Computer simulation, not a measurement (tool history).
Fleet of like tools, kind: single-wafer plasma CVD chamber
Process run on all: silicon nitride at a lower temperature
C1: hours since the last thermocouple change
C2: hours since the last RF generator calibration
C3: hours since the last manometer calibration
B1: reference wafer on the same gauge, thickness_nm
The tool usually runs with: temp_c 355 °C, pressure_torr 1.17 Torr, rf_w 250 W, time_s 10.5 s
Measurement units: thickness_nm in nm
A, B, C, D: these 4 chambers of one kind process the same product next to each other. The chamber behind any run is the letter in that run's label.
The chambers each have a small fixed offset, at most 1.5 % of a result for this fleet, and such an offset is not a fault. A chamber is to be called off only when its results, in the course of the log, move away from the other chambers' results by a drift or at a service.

{"run": "1D", "hour": 3.5, "temp_c": 355, "pressure_torr": 1.17, "rf_w": 250, "time_s": 10.5, "C1": 941.4, "C2": 210.7, "C3": 746.1, "B1": 10.891, "thickness_nm": 9.9772}
{"run": "2C", "hour": 6.5, "temp_c": 355, "pressure_torr": 1.17, "rf_w": 250, "time_s": 10.5, "C1": 1450.7, "C2": 1983.4, "C3": 872.7, "B1": 10.903, "thickness_nm": 9.9528}
{"run": "3A", "hour": 9.4, "temp_c": 355, "pressure_torr": 1.17, "rf_w": 250, "time_s": 10.5, "C1": 1692.8, "C2": 1586.7, "C3": 2043.9, "B1": 10.904, "thickness_nm": 10.018}
{"run": "4B", "hour": 13.8, "temp_c": 355, "pressure_torr": 1.17, "rf_w": 250, "time_s": 10.5, "C1": 1706.3, "C2": 2144.4, "C3": 1711.2, "B1": 10.898, "thickness_nm": 10.021}
{"run": "5A", "hour": 17.5, "temp_c": 355, "pressure_torr": 1.17, "rf_w": 250, "time_s": 10.5, "C1": 1700.9, "C2": 1594.8, "C3": 2052, "B1": 10.902, "thickness_nm": 10.078}
{"run": "6B", "hour": 21.0, "temp_c": 355, "pressure_torr": 1.17, "rf_w": 250, "time_s": 10.5, "C1": 1713.5, "C2": 2151.6, "C3": 1718.4, "B1": 10.898, "thickness_nm": 9.9932}
{"run": "7D", "hour": 24.4, "temp_c": 355, "pressure_torr": 1.17, "rf_w": 250, "time_s": 10.5, "C1": 962.3, "C2": 231.6, "C3": 767, "B1": 10.89, "thickness_nm": 9.9188}
{"run": "8C", "hour": 28.6, "temp_c": 355, "pressure_torr": 1.17, "rf_w": 250, "time_s": 10.5, "C1": 1472.8, "C2": 2005.5, "C3": 894.8, "B1": 10.888, "thickness_nm": 9.9377}
{"run": "9B", "hour": 33.1, "temp_c": 355, "pressure_torr": 1.17, "rf_w": 250, "time_s": 10.5, "C1": 1725.6, "C2": 2163.7, "C3": 1730.5, "B1": 10.892, "thickness_nm": 9.8964}
{"run": "10C", "hour": 37.2, "temp_c": 355, "pressure_torr": 1.17, "rf_w": 250, "time_s": 10.5, "C1": 1481.4, "C2": 2014.1, "C3": 903.4, "B1": 10.915, "thickness_nm": 10.013}
{"run": "11A", "hour": 39.4, "temp_c": 355, "pressure_torr": 1.17, "rf_w": 250, "time_s": 10.5, "C1": 1722.8, "C2": 1616.7, "C3": 2073.9, "B1": 10.926, "thickness_nm": 10.025}
{"run": "12D", "hour": 42.9, "temp_c": 355, "pressure_torr": 1.17, "rf_w": 250, "time_s": 10.5, "C1": 980.8, "C2": 250.1, "C3": 785.5, "B1": 10.899, "thickness_nm": 9.9669}
{"run": "13A", "hour": 47.2, "temp_c": 355, "pressure_torr": 1.17, "rf_w": 250, "time_s": 10.5, "C1": 1730.6, "C2": 1624.5, "C3": 2081.7, "B1": 10.899, "thickness_nm": 9.9572}
{"run": "14C", "hour": 51.6, "temp_c": 355, "pressure_torr": 1.17, "rf_w": 250, "time_s": 10.5, "C1": 1495.8, "C2": 2028.5, "C3": 917.8, "B1": 10.898, "thickness_nm": 10.008}
{"run": "15B", "hour": 53.8, "temp_c": 355, "pressure_torr": 1.17, "rf_w": 250, "time_s": 10.5, "C1": 1746.3, "C2": 2184.4, "C3": 1751.2, "B1": 10.907, "thickness_nm": 9.8732}
{"run": "16D", "hour": 56.7, "temp_c": 355, "pressure_torr": 1.17, "rf_w": 250, "time_s": 10.5, "C1": 994.6, "C2": 263.9, "C3": 799.3, "B1": 10.92, "thickness_nm": 9.9437}
{"run": "17D", "hour": 59.6, "temp_c": 355, "pressure_torr": 1.01, "rf_w": 250, "time_s": 10.5, "C1": 997.5, "C2": 266.8, "C3": 802.2, "B1": 10.893, "thickness_nm": 9.4725}
{"run": "18A", "hour": 64.2, "temp_c": 355, "pressure_torr": 1.01, "rf_w": 250, "time_s": 10.5, "C1": 1747.6, "C2": 1641.5, "C3": 2098.7, "B1": 10.901, "thickness_nm": 9.5952}
{"run": "19B", "hour": 66.8, "temp_c": 355, "pressure_torr": 1.01, "rf_w": 250, "time_s": 10.5, "C1": 1759.3, "C2": 2197.4, "C3": 1764.2, "B1": 10.9, "thickness_nm": 9.495}
{"run": "20C", "hour": 71.1, "temp_c": 355, "pressure_torr": 1.01, "rf_w": 250, "time_s": 10.5, "C1": 1515.3, "C2": 2048, "C3": 937.3, "B1": 10.9, "thickness_nm": 9.42}
{"run": "21A", "hour": 73.4, "temp_c": 355, "pressure_torr": 1.17, "rf_w": 250, "time_s": 10.5, "C1": 1756.8, "C2": 1650.7, "C3": 2107.9, "B1": 10.908, "thickness_nm": 10.007}
{"hour": 75.3, "done": "chamber C: thermocouple changed; heater temperature recalibrated"}
{"run": "22C", "hour": 76.6, "temp_c": 355, "pressure_torr": 1.17, "rf_w": 250, "time_s": 10.5, "C1": 1.3, "C2": 2053.5, "C3": 942.8, "B1": 10.896, "thickness_nm": 9.9002}
{"run": "23B", "hour": 79.7, "temp_c": 355, "pressure_torr": 1.17, "rf_w": 250, "time_s": 10.5, "C1": 1772.2, "C2": 2210.3, "C3": 1777.1, "B1": 10.914, "thickness_nm": 9.8669}
{"run": "24D", "hour": 84.3, "temp_c": 355, "pressure_torr": 1.17, "rf_w": 250, "time_s": 10.5, "C1": 1022.2, "C2": 291.5, "C3": 826.9, "B1": 10.895, "thickness_nm": 9.8254}

Has any chamber moved away from the others, gradually or after a service, or does the common gauge drift, or do the chambers differ only by their own small steady offsets? State the chamber and the most likely cause if one applies.

Nothing is wrong: each chamber keeps only its own small, steady offset and the gauge holds still.
